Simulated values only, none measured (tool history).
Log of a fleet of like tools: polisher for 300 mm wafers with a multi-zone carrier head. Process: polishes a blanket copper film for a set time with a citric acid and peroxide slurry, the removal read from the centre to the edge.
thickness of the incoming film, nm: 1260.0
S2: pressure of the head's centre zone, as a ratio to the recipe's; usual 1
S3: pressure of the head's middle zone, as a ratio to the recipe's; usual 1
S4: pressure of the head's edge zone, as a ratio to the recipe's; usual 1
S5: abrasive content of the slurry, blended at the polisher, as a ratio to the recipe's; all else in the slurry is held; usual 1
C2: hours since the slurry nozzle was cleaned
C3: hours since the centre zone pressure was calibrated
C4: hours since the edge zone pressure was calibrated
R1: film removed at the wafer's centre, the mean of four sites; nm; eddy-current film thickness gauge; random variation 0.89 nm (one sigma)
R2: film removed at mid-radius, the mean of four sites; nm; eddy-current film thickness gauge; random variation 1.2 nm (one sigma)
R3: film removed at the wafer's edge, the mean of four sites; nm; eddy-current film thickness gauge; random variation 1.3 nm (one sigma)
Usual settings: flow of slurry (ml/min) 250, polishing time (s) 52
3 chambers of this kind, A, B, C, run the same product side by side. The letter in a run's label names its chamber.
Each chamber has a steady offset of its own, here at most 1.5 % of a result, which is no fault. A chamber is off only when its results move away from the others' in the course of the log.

{"run": "1A", "hour": 4.1, "flow of slurry (ml/min)": 250, "S2": 1, "S3": 1, "S4": 1, "S5": 1, "polishing time (s)": 52, "wafers polished on this pad": 209, "C2": 57.1, "C3": 382.7, "C4": 18.7, "R1": 98.837, "R2": 96.608, "R3": 96.79}
{"run": "2C", "hour": 7.6, "flow of slurry (ml/min)": 250, "S2": 1, "S3": 1, "S4": 1, "S5": 1, "polishing time (s)": 52, "wafers polished on this pad": 382, "C2": 525.2, "C3": 527.7, "C4": 624.5, "R1": 96.612, "R2": 95.74, "R3": 95.2}
{"run": "3B", "hour": 10.4, "flow of slurry (ml/min)": 250, "S2": 1, "S3": 1, "S4": 1, "S5": 1, "polishing time (s)": 52, "wafers polished on this pad": 242, "C2": 403.6, "C3": 799.4, "C4": 516.1, "R1": 98.441, "R2": 95.57, "R3": 93.845}
{"run": "4C", "hour": 14.0, "flow of slurry (ml/min)": 250, "S2": 1, "S3": 1, "S4": 1, "S5": 1, "polishing time (s)": 52, "wafers polished on this pad": 446, "C2": 531.6, "C3": 534.1, "C4": 630.9, "R1": 94.894, "R2": 94.306, "R3": 96.448}
{"run": "5A", "hour": 18.5, "flow of slurry (ml/min)": 250, "S2": 1, "S3": 1, "S4": 1, "S5": 1, "polishing time (s)": 52, "wafers polished on this pad": 353, "C2": 71.5, "C3": 397.1, "C4": 33.1, "R1": 97.803, "R2": 96.478, "R3": 97.784}
{"run": "6B", "hour": 21.4, "flow of slurry (ml/min)": 250, "S2": 1, "S3": 1, "S4": 1, "S5": 1, "polishing time (s)": 52, "wafers polished on this pad": 352, "C2": 414.6, "C3": 810.4, "C4": 527.1, "R1": 95.856, "R2": 97.392, "R3": 99.039}
{"run": "7C", "hour": 26.3, "flow of slurry (ml/min)": 250, "S2": 1, "S3": 1, "S4": 1, "S5": 1, "polishing time (s)": 52, "wafers polished on this pad": 568, "C2": 543.9, "C3": 546.4, "C4": 643.2, "R1": 96.624, "R2": 94.738, "R3": 97.156}
{"run": "8B", "hour": 30.5, "flow of slurry (ml/min)": 250, "S2": 1.04, "S3": 1.1, "S4": 1, "S5": 1, "polishing time (s)": 52, "wafers polished on this pad": 442, "C2": 423.7, "C3": 819.5, "C4": 536.2, "R1": 99.337, "R2": 105.84, "R3": 94.948}
{"run": "9A", "hour": 33.7, "flow of slurry (ml/min)": 250, "S2": 1.04, "S3": 1.1, "S4": 1, "S5": 1, "polishing time (s)": 52, "wafers polished on this pad": 504, "C2": 86.7, "C3": 412.3, "C4": 48.3, "R1": 100.74, "R2": 105.99, "R3": 98.359}
{"hour": 34.4, "done": "chamber C: slurry nozzle cleaned"}
{"run": "10C", "hour": 36.9, "flow of slurry (ml/min)": 250, "S2": 1.04, "S3": 1.1, "S4": 1, "S5": 1, "polishing time (s)": 52, "wafers polished on this pad": 674, "C2": 2.5, "C3": 557, "C4": 653.8, "R1": 101.43, "R2": 104.87, "R3": 98.42}
{"run": "11B", "hour": 41.9, "flow of slurry (ml/min)": 250, "S2": 1, "S3": 1.07, "S4": 1, "S5": 0.8, "polishing time (s)": 52, "wafers polished on this pad": 556, "C2": 435.1, "C3": 830.9, "C4": 547.6, "R1": 92.05, "R2": 96.092, "R3": 91.768}
{"hour": 42.4, "done": "chamber A: worn pad replaced by a new one"}
{"run": "12A", "hour": 46.8, "flow of slurry (ml/min)": 250, "S2": 1, "S3": 1.07, "S4": 1, "S5": 0.8, "polishing time (s)": 52, "wafers polished on this pad": 44, "C2": 99.8, "C3": 425.4, "C4": 61.4, "R1": 92.418, "R2": 98.417, "R3": 92.806}
{"hour": 49.9, "done": "chamber C: worn pad replaced by a new one"}
{"run": "13A", "hour": 50.0, "flow of slurry (ml/min)": 250, "S2": 1, "S3": 1.07, "S4": 1, "S5": 0.8, "polishing time (s)": 52, "wafers polished on this pad": 76, "C2": 103, "C3": 428.6, "C4": 64.6, "R1": 90.822, "R2": 96.731, "R3": 93.091}
{"run": "14C", "hour": 55.2, "flow of slurry (ml/min)": 250, "S2": 1, "S3": 1, "S4": 1, "S5": 1, "polishing time (s)": 52, "wafers polished on this pad": 53, "C2": 20.8, "C3": 575.3, "C4": 672.1, "R1": 96.112, "R2": 97.557, "R3": 97.066}
{"run": "15B", "hour": 58.0, "flow of slurry (ml/min)": 250, "S2": 1, "S3": 1, "S4": 1, "S5": 1, "polishing time (s)": 52, "wafers polished on this pad": 716, "C2": 451.2, "C3": 847, "C4": 563.7, "R1": 95.921, "R2": 96.983, "R3": 95.858}
{"run": "16A", "hour": 60.6, "flow of slurry (ml/min)": 250, "S2": 1, "S3": 1, "S4": 1, "S5": 1, "polishing time (s)": 52, "wafers polished on this pad": 181, "C2": 113.6, "C3": 439.2, "C4": 75.2, "R1": 95.359, "R2": 94.306, "R3": 97.363}
{"run": "17C", "hour": 64.6, "flow of slurry (ml/min)": 250, "S2": 1, "S3": 1, "S4": 1, "S5": 1, "polishing time (s)": 52, "wafers polished on this pad": 146, "C2": 30.2, "C3": 584.7, "C4": 681.5, "R1": 95.629, "R2": 95.614, "R3": 96.385}
{"hour": 70.0, "done": "chamber C: centre zone pressure recalibrated"}
{"run": "18B", "hour": 70.0, "flow of slurry (ml/min)": 250, "S2": 1.11, "S3": 1, "S4": 1, "S5": 1, "polishing time (s)": 52, "wafers polished on this pad": 835, "C2": 463.2, "C3": 859, "C4": 575.7, "R1": 107.46, "R2": 94.85, "R3": 96.543}
{"hour": 71.6, "done": "chamber B: worn pad replaced by a new one"}
{"run": "19B", "hour": 72.8, "flow of slurry (ml/min)": 250, "S2": 1.11, "S3": 1, "S4": 1, "S5": 1, "polishing time (s)": 52, "wafers polished on this pad": 12, "C2": 466, "C3": 861.8, "C4": 578.5, "R1": 110.06, "R2": 95.999, "R3": 97.302}
{"hour": 75.6, "done": "chamber B: centre zone pressure recalibrated"}
{"run": "20C", "hour": 75.9, "flow of slurry (ml/min)": 250, "S2": 1.11, "S3": 1, "S4": 1, "S5": 1, "polishing time (s)": 52, "wafers polished on this pad": 259, "C2": 41.5, "C3": 5.9, "C4": 692.8, "R1": 109.99, "R2": 94.882, "R3": 95.508}
{"run": "21A", "hour": 80.7, "flow of slurry (ml/min)": 250, "S2": 1, "S3": 1, "S4": 1, "S5": 1, "polishing time (s)": 52, "wafers polished on this pad": 381, "C2": 133.7, "C3": 459.3, "C4": 95.3, "R1": 95.687, "R2": 95.782, "R3": 97.313}
{"run": "22C", "hour": 83.7, "flow of slurry (ml/min)": 250, "S2": 1, "S3": 1.04, "S4": 1, "S5": 1, "polishing time (s)": 52, "wafers polished on this pad": 336, "C2": 49.3, "C3": 13.7, "C4": 700.6, "R1": 96.18, "R2": 103.21, "R3": 94.193}
{"run": "23A", "hour": 87.4, "flow of slurry (ml/min)": 250, "S2": 1, "S3": 1.04, "S4": 1, "S5": 1, "polishing time (s)": 52, "wafers polished on this pad": 448, "C2": 140.4, "C3": 466, "C4": 102, "R1": 94.714, "R2": 99.634, "R3": 99.215}
{"hour": 89.5, "done": "chamber A: worn pad replaced by a new one"}
{"run": "24B", "hour": 90.7, "flow of slurry (ml/min)": 250, "S2": 1, "S3": 1.04, "S4": 1, "S5": 1, "polishing time (s)": 52, "wafers polished on this pad": 190, "C2": 483.9, "C3": 15.1, "C4": 596.4, "R1": 85.674, "R2": 97.907, "R3": 96.139}
{"run": "25B", "hour": 94.2, "flow of slurry (ml/min)": 250, "S2": 1, "S3": 1, "S4": 0.95, "S5": 1, "polishing time (s)": 52, "wafers polished on this pad": 225, "C2": 487.4, "C3": 18.6, "C4": 599.9, "R1": 86.662, "R2": 94.847, "R3": 95.064}
{"run": "26A", "hour": 98.8, "flow of slurry (ml/min)": 250, "S2": 1, "S3": 1, "S4": 0.95, "S5": 1, "polishing time (s)": 52, "wafers polished on this pad": 93, "C2": 151.8, "C3": 477.4, "C4": 113.4, "R1": 97.647, "R2": 98.848, "R3": 97.631}
{"run": "27C", "hour": 103.9, "flow of slurry (ml/min)": 250, "S2": 1, "S3": 1, "S4": 0.95, "S5": 1, "polishing time (s)": 52, "wafers polished on this pad": 537, "C2": 69.5, "C3": 33.9, "C4": 720.8, "R1": 96.8, "R2": 95.64, "R3": 93.699}
{"run": "28B", "hour": 109.1, "flow of slurry (ml/min)": 250, "S2": 1, "S3": 1, "S4": 1, "S5": 1, "polishing time (s)": 52, "wafers polished on this pad": 374, "C2": 502.3, "C3": 33.5, "C4": 614.8, "R1": 85.116, "R2": 94.545, "R3": 95.674}
{"run": "29A", "hour": 111.9, "flow of slurry (ml/min)": 250, "S2": 1, "S3": 1, "S4": 1, "S5": 1, "polishing time (s)": 52, "wafers polished on this pad": 223, "C2": 164.9, "C3": 490.5, "C4": 126.5, "R1": 95.87, "R2": 94.375, "R3": 96.401}
{"run": "30C", "hour": 114.6, "flow of slurry (ml/min)": 250, "S2": 1, "S3": 1, "S4": 1, "S5": 1, "polishing time (s)": 52, "wafers polished on this pad": 644, "C2": 80.2, "C3": 44.6, "C4": 731.5, "R1": 96.31, "R2": 97.021, "R3": 96.544}
{"run": "31C", "hour": 118.7, "flow of slurry (ml/min)": 250, "S2": 1, "S3": 1, "S4": 1, "S5": 1, "polishing time (s)": 52, "wafers polished on this pad": 685, "C2": 84.3, "C3": 48.7, "C4": 735.6, "R1": 96.126, "R2": 95.75, "R3": 96.056}
{"run": "32A", "hour": 121.1, "flow of slurry (ml/min)": 250, "S2": 1, "S3": 1, "S4": 1, "S5": 1, "polishing time (s)": 52, "wafers polished on this pad": 315, "C2": 174.1, "C3": 499.7, "C4": 135.7, "R1": 96.851, "R2": 95.616, "R3": 97.482}
{"hour": 125.3, "done": "chamber C: worn pad replaced by a new one"}
{"run": "33B", "hour": 125.6, "flow of slurry (ml/min)": 250, "S2": 1, "S3": 1, "S4": 1, "S5": 1, "polishing time (s)": 52, "wafers polished on this pad": 538, "C2": 518.8, "C3": 50, "C4": 631.3, "R1": 85.967, "R2": 96.621, "R3": 96.804}
{"run": "34A", "hour": 129.1, "flow of slurry (ml/min)": 250, "S2": 1, "S3": 1, "S4": 1, "S5": 1, "polishing time (s)": 52, "wafers polished on this pad": 394, "C2": 182.1, "C3": 507.7, "C4": 143.7, "R1": 95.098, "R2": 96.502, "R3": 96.559}
{"run": "35C", "hour": 132.1, "flow of slurry (ml/min)": 250, "S2": 1, "S3": 1, "S4": 1, "S5": 1, "polishing time (s)": 52, "wafers polished on this pad": 67, "C2": 97.7, "C3": 62.1, "C4": 749, "R1": 97.673, "R2": 95.026, "R3": 98.201}
{"run": "36B", "hour": 137.3, "flow of slurry (ml/min)": 250, "S2": 1, "S3": 1, "S4": 1, "S5": 1, "polishing time (s)": 52, "wafers polished on this pad": 654, "C2": 530.5, "C3": 61.7, "C4": 643, "R1": 85.651, "R2": 94.346, "R3": 97.201}
{"run": "37C", "hour": 142.0, "flow of slurry (ml/min)": 250, "S2": 1, "S3": 1, "S4": 1, "S5": 1, "polishing time (s)": 52, "wafers polished on this pad": 166, "C2": 107.6, "C3": 72, "C4": 758.9, "R1": 97.377, "R2": 94.552, "R3": 96.754}
{"run": "38A", "hour": 144.7, "flow of slurry (ml/min)": 250, "S2": 1, "S3": 1, "S4": 0.89, "S5": 1, "polishing time (s)": 52, "wafers polished on this pad": 550, "C2": 197.7, "C3": 523.3, "C4": 159.3, "R1": 95.438, "R2": 94.015, "R3": 94.716}
{"hour": 146.9, "done": "chamber A: worn pad replaced by a new one"}
{"run": "39B", "hour": 148.4, "flow of slurry (ml/min)": 250, "S2": 1, "S3": 1, "S4": 0.89, "S5": 1, "polishing time (s)": 52, "wafers polished on this pad": 765, "C2": 541.6, "C3": 72.8, "C4": 654.1, "R1": 86.614, "R2": 96.653, "R3": 88.707}
{"run": "40A", "hour": 153.6, "flow of slurry (ml/min)": 250, "S2": 1, "S3": 1, "S4": 0.89, "S5": 1, "polishing time (s)": 52, "wafers polished on this pad": 67, "C2": 206.6, "C3": 532.2, "C4": 168.2, "R1": 97.027, "R2": 93.254, "R3": 94.164}

What goes on in this fleet: one chamber off, a drifting gauge, or nothing beyond the chambers' own small offsets? Name the chamber and the cause, if any.

A service left chamber B off against the others.
Cause: centre zone's pressure below its setpoint, % = 10.6.

Here are 4 candidates for chamber B's next run, each the usual settings with a change, their results left as question marks. Which one brings its results back in line with what the others give on the usual settings?
In line means no further than this from the other chambers' mean on the usual settings: R1 3.1 nm; R2 4.2 nm; R3 4.6 nm
{"run": "41B-1", "hour": 157.4, "flow of slurry (ml/min)": 255, "S2": 1.09, "S3": 0.98, "S4": 0.97, "S5": 1, "polishing time (s)": 53, "R1": "?", "R2": "?", "R3": "?"}
{"run": "41B-2", "hour": 157.4, "flow of slurry (ml/min)": 250, "S2": 0.97, "S3": 1.01, "S4": 1.01, "S5": 1, "polishing time (s)": 51, "R1": "?", "R2": "?", "R3": "?"}
{"run": "41B-3", "hour": 157.4, "flow of slurry (ml/min)": 250, "S2": 1.03, "S3": 0.99, "S4": 0.99, "S5": 1, "polishing time (s)": 53, "R1": "?", "R2": "?", "R3": "?"}
{"run": "41B-4", "hour": 157.4, "flow of slurry (ml/min)": 245, "S2": 0.92, "S3": 1.03, "S4": 1.02, "S5": 1, "polishing time (s)": 51, "R1": "?", "R2": "?", "R3": "?"}

The other chambers' mean on the usual settings: R1 96.698 nm; R2 96.002 nm; R3 97.222 nm
run=41B-1 R1=96.15 R2=96.226 R3=95.895
run=41B-2 R1=81.123 R2=95.035 R3=94.029
run=41B-3 R1=90.098 R2=96.928 R3=96.728
run=41B-4 R1=76.268 R2=96.558 R3=94.314
41B-1 brings the chamber back in line.

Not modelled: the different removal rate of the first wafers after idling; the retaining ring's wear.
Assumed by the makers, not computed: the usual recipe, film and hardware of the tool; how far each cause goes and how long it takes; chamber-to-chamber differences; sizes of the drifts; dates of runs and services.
